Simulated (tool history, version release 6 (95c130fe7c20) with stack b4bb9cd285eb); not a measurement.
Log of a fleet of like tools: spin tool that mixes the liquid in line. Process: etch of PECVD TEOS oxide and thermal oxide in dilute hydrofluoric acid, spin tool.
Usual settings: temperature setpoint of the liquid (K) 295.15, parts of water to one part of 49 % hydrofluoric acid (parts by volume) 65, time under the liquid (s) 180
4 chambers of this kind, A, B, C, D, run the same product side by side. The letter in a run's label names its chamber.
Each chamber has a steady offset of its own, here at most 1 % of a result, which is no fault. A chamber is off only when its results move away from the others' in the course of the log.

run   hour  temperature setpoint of the liquid (K)  parts of water to one part of 49 % hydrofluoric acid (parts by volume)  time under the liquid (s)  read-back film thickness of the PECVD TEOS oxide reference wafer, read on the same gauge (nm)  read-back film thickness of the thermal oxide reference wafer, read on the same gauge (nm)  thickness taken off the PECVD TEOS oxide on a monitor wafer (angstrom)  thickness taken off the thermal oxide on a monitor wafer (angstrom)
 1A   14.3                                  295.15                                                                      65                        180                                                                                         40.015                                                                                      40.006                                                                  232.93                                                              129.670
 2D   29.2                                  295.15                                                                      65                        180                                                                                         40.003                                                                                      40.007                                                                  235.60                                                              132.000
 3B   41.7                                  295.15                                                                      65                        180                                                                                         40.000                                                                                      40.002                                                                  232.82                                                              130.980
 4C   55.9                                  295.15                                                                      65                        180                                                                                         40.008                                                                                      39.997                                                                  233.11                                                              128.340
 5C   72.1                                  295.15                                                                      45                        110                                                                                         39.996                                                                                      39.992                                                                  212.20                                                              117.560
 6B   83.0                                  295.15                                                                      45                        110                                                                                         39.991                                                                                      39.997                                                                  211.73                                                              116.690
 7D   92.0                                  295.15                                                                      45                        110                                                                                         39.996                                                                                      39.987                                                                  211.01                                                              116.680
 8A   99.7                                  295.15                                                                      45                        110                                                                                         39.990                                                                                      39.982                                                                  210.32                                                              118.260
     109.8  -- chamber C: thermometer replaced
 9A  111.4                                  295.15                                                                      85                        290                                                                                         39.984                                                                                      40.008                                                                  277.92                                                              157.410
10B  124.4                                  295.15                                                                      85                        290                                                                                         39.997                                                                                      40.001                                                                  282.96                                                              152.970
11D  136.4                                  295.15                                                                      85                        290                                                                                         40.017                                                                                      40.002                                                                  280.18                                                              153.640
12C  143.9                                  295.15                                                                      85                        290                                                                                         40.011                                                                                      40.024                                                                  280.04                                                              155.720
13C  158.9                                  295.15                                                                      65                        180                                                                                         39.996                                                                                      40.008                                                                  230.37                                                              129.630
14A  174.5                                  295.15                                                                      65                        180                                                                                         40.007                                                                                      40.005                                                                  231.77                                                              128.580
15B  185.0                                  295.15                                                                      65                        180                                                                                         40.008                                                                                      40.009                                                                  233.60                                                              129.920
     195.2  -- chamber D: hydrofluoric acid flow meter replaced
16D  196.4                                  295.15                                                                      65                        180                                                                                         39.980                                                                                      40.005                                                                  234.16                                                              131.130
17C  211.7                                  295.15                                                                      65                        180                                                                                         39.994                                                                                      39.987                                                                  232.93                                                              130.790
18D  227.2                                  295.15                                                                      65                        180                                                                                         40.008                                                                                      39.995                                                                  232.82                                                              128.530
19A  237.8                                  295.15                                                                      65                        180                                                                                         40.007                                                                                      39.994                                                                  231.72                                                              130.080
20B  251.3                                  295.15                                                                      65                        180                                                                                         40.016                                                                                      39.996                                                                  234.70                                                              128.450
21A  265.9                                  295.15                                                                      65                        180                                                                                         40.021                                                                                      40.002                                                                  232.53                                                              129.660
22B  276.8                                  295.15                                                                      65                        180                                                                                         40.004                                                                                      40.019                                                                  232.52                                                              130.610
23D  285.6                                  295.15                                                                      65                        130                                                                                         39.983                                                                                      39.992                                                                  167.99                                                               94.502
24C  297.6                                  295.15                                                                      65                        130                                                                                         40.008                                                                                      40.014                                                                  168.39                                                               92.445
25A  305.9                                  295.15                                                                      65                        130                                                                                         39.991                                                                                      39.992                                                                  169.48                                                               93.123
26D  313.7                                  295.15                                                                      65                        130                                                                                         39.999                                                                                      39.988                                                                  170.32                                                               93.002
27C  325.0                                  295.15                                                                      35                        180                                                                                         39.990                                                                                      40.000                                                                  448.73                                                              256.930
28B  334.3                                  295.15                                                                      35                        180                                                                                         40.001                                                                                      39.992                                                                  448.52                                                              248.740
29A  344.8                                  295.15                                                                      35                        180                                                                                         40.010                                                                                      39.987                                                                  445.73                                                              250.860
30D  352.0                                  295.15                                                                      35                        180                                                                                         39.999                                                                                      39.996                                                                  454.99                                                              250.520
31B  367.8                                  295.15                                                                      65                        120                                                                                         40.012                                                                                      39.998                                                                  155.57                                                               85.965
32C  377.9                                  295.15                                                                      65                        120                                                                                         39.991                                                                                      40.001                                                                  154.66                                                               86.098

Is one chamber off against the others, does the gauge drift, or is nothing wrong? If a chamber is off, say which, and what the likeliest cause is.

No chamber stands off beyond its own small offset, and the gauge holds steady.
